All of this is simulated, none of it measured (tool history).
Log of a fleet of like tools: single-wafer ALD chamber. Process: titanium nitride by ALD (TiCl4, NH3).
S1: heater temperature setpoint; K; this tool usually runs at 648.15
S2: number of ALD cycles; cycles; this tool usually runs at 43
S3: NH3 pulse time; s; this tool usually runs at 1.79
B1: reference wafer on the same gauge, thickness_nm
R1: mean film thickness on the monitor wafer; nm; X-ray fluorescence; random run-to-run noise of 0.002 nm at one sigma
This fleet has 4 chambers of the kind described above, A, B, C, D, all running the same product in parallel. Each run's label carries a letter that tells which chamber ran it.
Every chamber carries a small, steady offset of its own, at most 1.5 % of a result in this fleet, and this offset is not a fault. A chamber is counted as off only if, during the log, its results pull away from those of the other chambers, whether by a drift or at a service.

run     day      S1  S2    S3       B1       R1
      0.283  -- chamber D: thermocouple changed; heater temperature recalibrated
 1A   0.471  648.15  43  1.79  0.75401  0.90926
 2B   0.888  648.15  43  1.79  0.75447  0.92847
 3C   1.367  648.15  43  1.79  0.75433  0.91767
 4D   1.779  648.15  43  1.79  0.75395  0.92384
      1.921  -- chamber A: thermocouple changed; heater temperature recalibrated
 5B   2.196  648.15  43  1.79  0.75401  0.92580
 6A   2.700  648.15  43  1.79  0.75369  0.90795
 7D   3.038  648.15  43  1.79  0.75437  0.92139
 8C   3.433  648.15  43  1.79  0.75345  0.91990
 9A   3.804  648.15  43  1.79  0.75448  0.91062
10D   4.362  648.15  43  1.79  0.75424  0.92068
11B   4.883  648.15  43  1.79  0.75382  0.92246
12C   5.279  648.15  43  1.79  0.75413  0.91728
13D   5.746  648.15  43  1.79  0.75364  0.91930
14C   6.121  648.15  43  1.79  0.75388  0.92036
15B   6.579  648.15  48  1.22  0.75448  1.00700
16A   7.108  648.15  48  1.22  0.75373  0.98847
17D   7.650  648.15  48  1.22  0.75376  0.99820
18C   8.154  648.15  48  1.22  0.75425  0.99350
19A   8.688  648.15  43  1.79  0.75414  0.91049
20B   9.004  648.15  43  2.32  0.75386  0.94053
21A   9.583  648.15  43  2.32  0.75406  0.92386
22D  10.033  648.15  43  2.32  0.75387  0.93624
23C  10.300  648.15  43  2.32  0.75425  0.93097
24B  10.829  648.15  43  1.79  0.75404  0.92504
25D  11.279  648.15  43  1.79  0.75398  0.91923
26C  11.842  648.15  43  1.79  0.75421  0.92088
27A  12.312  648.15  43  1.79  0.75403  0.91211
28B  12.592  648.15  43  1.79  0.75363  0.92786
29B  13.042  648.15  43  1.79  0.75380  0.92550
30C  13.421  648.15  43  1.79  0.75412  0.91693
31D  13.946  648.15  43  1.79  0.75413  0.92374
32A  14.375  648.15  51  2.06  0.75426  1.09010
33C  14.938  648.15  51  2.06  0.75411  1.09850
34B  15.333  648.15  51  2.06  0.75391  1.11010
35D  15.812  648.15  51  2.06  0.75405  1.10010
36A  16.358  648.15  43  1.79  0.75413  0.91249

Has any chamber moved away from the others, gradually or after a service, or does the common gauge drift, or do the chambers differ only by their own small steady offsets? State the chamber and the most likely cause if one applies.

All chambers stay in line apart from their small fixed offsets, and the gauge does not drift.

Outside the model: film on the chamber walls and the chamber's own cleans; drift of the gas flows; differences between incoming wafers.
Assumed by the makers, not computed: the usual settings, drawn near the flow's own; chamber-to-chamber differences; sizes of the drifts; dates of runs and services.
